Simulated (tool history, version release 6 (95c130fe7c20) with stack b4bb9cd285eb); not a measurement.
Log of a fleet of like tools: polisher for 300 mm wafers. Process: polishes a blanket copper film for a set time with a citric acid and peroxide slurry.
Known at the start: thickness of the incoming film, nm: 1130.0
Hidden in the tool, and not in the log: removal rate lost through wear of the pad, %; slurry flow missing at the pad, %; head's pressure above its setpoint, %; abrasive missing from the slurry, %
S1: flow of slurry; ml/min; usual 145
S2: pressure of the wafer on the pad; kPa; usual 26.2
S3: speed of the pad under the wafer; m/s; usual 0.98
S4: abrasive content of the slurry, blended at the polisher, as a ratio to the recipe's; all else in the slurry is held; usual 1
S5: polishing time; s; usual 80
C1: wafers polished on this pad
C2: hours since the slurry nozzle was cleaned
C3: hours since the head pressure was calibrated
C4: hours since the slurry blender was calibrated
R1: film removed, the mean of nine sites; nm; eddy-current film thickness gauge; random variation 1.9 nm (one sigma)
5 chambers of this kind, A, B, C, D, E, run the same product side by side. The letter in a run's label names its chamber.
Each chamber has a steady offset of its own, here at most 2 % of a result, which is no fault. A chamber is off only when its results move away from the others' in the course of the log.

run   hour   S1    S2    S3   S4  S5   C1     C2      C3     C4      R1
 1E    8.9  145  26.2  0.98    1  80  408  627.5   499.7  218.1  233.92
 2C     16  145  26.2  0.98    1  80  408  166.5   425.5   72.6  236.51
      18.2  -- chamber E: worn pad replaced by a new one
 3D   24.3  145  26.2  0.98    1  80  444  234.1   994.5   25.8  245.46
      28.2  -- chamber B: worn pad replaced by a new one
 4A   29.5  145  26.2  0.98    1  80  370  233.7   905.7   38.5   241.1
        32  -- chamber D: slurry nozzle cleaned
      36.3  -- chamber C: worn pad replaced by a new one
 5B   38.8  145  26.2  0.98    1  80   85  373.2     667  148.6  241.75
 6C   44.6  145  26.2  0.98    1  80   67  195.1   454.1  101.2  239.05
 7D   50.7  190  22.1  0.98    1  80  656   18.7  1020.9   52.2     214
 8B     57  190  22.1  0.98    1  80  231  391.4   685.2  166.8  215.44
 9E   63.5  190  22.1  0.98    1  80  363  682.1   554.3  272.7     210
      64.6  -- chamber D: worn pad replaced by a new one
10A   69.5  190  22.1  0.98    1  80  691  273.7   945.7   78.5  212.47
      70.3  -- chamber E: slurry nozzle cleaned
11C   75.2  190  22.1  0.98    1  80  312  225.7   484.7  131.8   207.6
12E   80.2  175  34.5  0.98    1  80  497    9.9     571  289.4  318.84
13D   87.2  175  34.5  0.98    1  80  181   55.2  1057.4   88.7  327.86
      88.1  -- chamber A: worn pad replaced by a new one
      94.6  -- chamber B: head pressure recalibrated
      95.8  -- chamber E: slurry blender recalibrated
14A   96.4  175  34.5  0.98    1  80   67  300.6   972.6  105.4  324.61
      96.7  -- chamber E: worn pad replaced by a new one
      98.5  -- chamber A: head pressure recalibrated
15B  105.8  175  34.5  0.98    1  80  623  440.2    11.2  215.6  324.92
     105.9  -- chamber C: worn pad replaced by a new one
16C  110.6  175  34.5  0.98    1  80   37  261.1   520.1  167.2  321.99
17A  116.1  145  26.2  0.98    1  80  225  320.3    17.7  125.1  259.09
     116.9  -- chamber D: head pressure recalibrated
18B  123.1  145  26.2  0.98    1  80  761  457.5    28.5  232.9  243.16
19E  127.4  145  26.2  0.98  0.8  80  246   57.1   618.2   31.6   225.8
     132.9  -- chamber A: slurry blender recalibrated
20D  135.5  145  26.2  0.98  0.8  80  569  103.5    18.7    137  232.07
21D  142.2  145  26.2  0.98  0.8  80  622  110.2    25.4  143.7  231.91
     143.9  -- chamber D: slurry blender recalibrated
22E  148.5  145  26.2  0.98  0.8  80  415   78.2   639.3   52.7  225.54
     149.8  -- chamber D: worn pad replaced by a new one
     150.2  -- chamber B: worn pad replaced by a new one
23A  153.7  145  26.2  0.98  0.8  80  526  357.9    55.3   20.8  244.51
       158  -- chamber E: worn pad replaced by a new one
24C  163.1  145  26.2  0.98    1  80  458  313.6   572.6  219.7  235.67
25B  172.2  145  26.2  0.98    1  80  176  506.6    77.6    282  237.87
     174.2  -- chamber C: worn pad replaced by a new one
26C  177.3  145  26.2  0.98    1  80   25  327.8   586.8  233.9  237.73
27B  182.3  145  26.2  0.98    1  80  257  516.7    87.7  292.1  242.71
     185.1  -- chamber A: worn pad replaced by a new one
28A  191.4  145  26.2  0.98    1  80   51  395.6      93   58.5   259.5
29E  195.5  145  26.2  0.98    1  80  301  125.2   686.3   99.7  238.95
30D  199.8  145  26.2  0.98    1  80  401  167.8      83     56  243.03
31C  206.1  145  26.2  0.98    1  80  256  356.6   615.6  262.7  235.66
32A  212.5  145  26.2  0.98    1  80  220  416.7   114.1   79.6   257.2
33D  220.4  145  26.2  0.98    1  80  566  188.4   103.6   76.6  243.25
     222.3  -- chamber E: worn pad replaced by a new one
34E  228.9  145  26.2  0.98    1  80   53  158.6   719.7  133.1  239.02
     233.2  -- chamber C: worn pad replaced by a new one
35B    237  145  26.2  0.98    1  80  696  571.4   142.4  346.8  243.78
36C  241.6  145  20.7  0.98    1  80   67  392.1   651.1  298.2  187.47
37D  250.3  145  20.7  0.98    1  80  806  218.3   133.5  106.5  195.09
     254.1  -- chamber D: worn pad replaced by a new one
     254.1  -- chamber D: slurry nozzle cleaned
38A  258.1  145  20.7  0.98    1  80  585  462.3   159.7  125.2  205.55
     261.4  -- chamber C: slurry blender recalibrated
39E    266  145  20.7  0.98    1  80  350  195.7   756.8  170.2  187.26
     275.1  -- chamber B: worn pad replaced by a new one
40B  275.1  145  20.7  0.98    1  80    0  609.5   180.5  384.9  191.44
     281.2  -- chamber D: slurry blender recalibrated
       282  -- chamber A: worn pad replaced by a new one
41D  282.8  145  26.2  0.98    1  80  230   28.7     166    1.6  246.13
     289.2  -- chamber A: slurry nozzle cleaned
42C  290.8  145  26.2  0.98    1  80  462  441.3   700.3   29.4  236.08
     294.6  -- chamber A: slurry blender recalibrated
43A  296.5  145  20.7  1.28    1  80  116    7.3   198.1    1.9  268.37

All 5 chambers run these settings next. Forecast each chamber's results:
44A  303.3  145  26.2  0.98  1.1  80                   ?
44B  303.3  145  26.2  0.98  1.1  80                   ?
44C  303.3  145  26.2  0.98  1.1  80                   ?
44D  303.3  145  26.2  0.98  1.1  80                   ?
44E  303.3  145  26.2  0.98  1.1  80                   ?

run      R1
44A  264.61
44B  246.55
44C  243.67
44D  251.32
44E  238.76
